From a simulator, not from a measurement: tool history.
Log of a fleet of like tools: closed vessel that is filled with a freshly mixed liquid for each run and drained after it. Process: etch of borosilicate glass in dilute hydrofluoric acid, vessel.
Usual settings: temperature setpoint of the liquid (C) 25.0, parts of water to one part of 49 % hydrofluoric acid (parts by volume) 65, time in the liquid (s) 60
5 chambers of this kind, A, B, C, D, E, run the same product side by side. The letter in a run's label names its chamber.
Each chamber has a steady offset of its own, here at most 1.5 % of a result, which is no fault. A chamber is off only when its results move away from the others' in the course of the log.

run    day  temperature setpoint of the liquid (C)  parts of water to one part of 49 % hydrofluoric acid (parts by volume)  time in the liquid (s)  read-back film thickness of the borosilicate glass reference wafer, read on the same gauge (nm)  thickness taken off the borosilicate glass on a monitor wafer (Å)
 1C  0.446                                    25.0                                                                      65                      60                                                                                           109.98                                                             222.40
 2A  0.721                                    25.0                                                                      65                      60                                                                                           109.99                                                             226.86
 3D  0.983                                    25.0                                                                      65                      60                                                                                           110.04                                                             221.89
 4E  1.392                                    25.0                                                                      65                      60                                                                                           109.99                                                             219.20
 5B  1.783                                    25.0                                                                      65                      60                                                                                           110.01                                                             221.33
 6A  2.100                                    25.0                                                                      65                      60                                                                                           109.99                                                             224.15
 7B  2.312                                    29.5                                                                      75                      60                                                                                           109.99                                                             221.32
     2.429  -- chamber A: hydrofluoric acid flow meter replaced
 8E  2.596                                    29.5                                                                      75                      60                                                                                           110.00                                                             224.48
 9C  2.821                                    29.5                                                                      75                      60                                                                                           109.99                                                             225.08
10D  3.179                                    29.5                                                                      75                      60                                                                                           110.00                                                             226.24
11D  3.562                                    29.5                                                                      75                      60                                                                                           109.99                                                             226.87
12C  3.771                                    25.0                                                                      40                      85                                                                                           110.02                                                             535.99
13A  4.033                                    25.0                                                                      40                      85                                                                                           110.00                                                             521.17
14E  4.450                                    25.0                                                                      40                      85                                                                                           110.01                                                             530.80
15B  4.683                                    25.0                                                                      40                      85                                                                                           110.02                                                             540.28
16D  5.100                                    25.0                                                                      40                      85                                                                                           109.99                                                             528.10
     5.500  -- chamber E: hydrofluoric acid flow meter replaced
17A  5.512                                    25.0                                                                      65                      60                                                                                           110.03                                                             223.02
18B  5.862                                    25.0                                                                      65                      60                                                                                           109.99                                                             220.13
19E  6.083                                    25.0                                                                      65                      60                                                                                           110.01                                                             219.81
20C  6.383                                    25.0                                                                      65                      60                                                                                           110.01                                                             228.33
21A  6.729                                    25.0                                                                      65                      60                                                                                           110.00                                                             223.51
22C  6.950                                    25.0                                                                      65                      60                                                                                           110.00                                                             231.68
23E  7.250                                    25.0                                                                      65                      60                                                                                           110.01                                                             223.11
24B  7.617                                    25.0                                                                      65                      60                                                                                           109.97                                                             222.18
25D  7.871                                    25.0                                                                      65                      60                                                                                           110.00                                                             225.96
26A  8.208                                    23.5                                                                      65                      60                                                                                           110.00                                                             208.90
27E  8.404                                    23.5                                                                      65                      60                                                                                           109.98                                                             209.38
28D  8.658                                    23.5                                                                      65                      60                                                                                           110.00                                                             212.99
     8.983  -- chamber B: thermometer replaced
29C  9.104                                    23.5                                                                      65                      60                                                                                           109.99                                                             223.98
30B  9.375                                    23.5                                                                      65                      60                                                                                           109.99                                                             204.73
31B  9.812                                    25.0                                                                      45                      75                                                                                           110.01                                                             406.07

All 5 chambers run these settings next. Forecast each chamber's results:
32A  10.138                                    25.0                                                                      55                      60                                                                                                                                                                   ?
32B  10.138                                    25.0                                                                      55                      60                                                                                                                                                                   ?
32C  10.138                                    25.0                                                                      55                      60                                                                                                                                                                   ?
32D  10.138                                    25.0                                                                      55                      60                                                                                                                                                                   ?
32E  10.138                                    25.0                                                                      55                      60                                                                                                                                                                   ?

run  thickness taken off the borosilicate glass on a monitor wafer (Å)
32A                                                             265.57
32B                                                             264.28
32C                                                             285.70
32D                                                             266.63
32E                                                             264.79
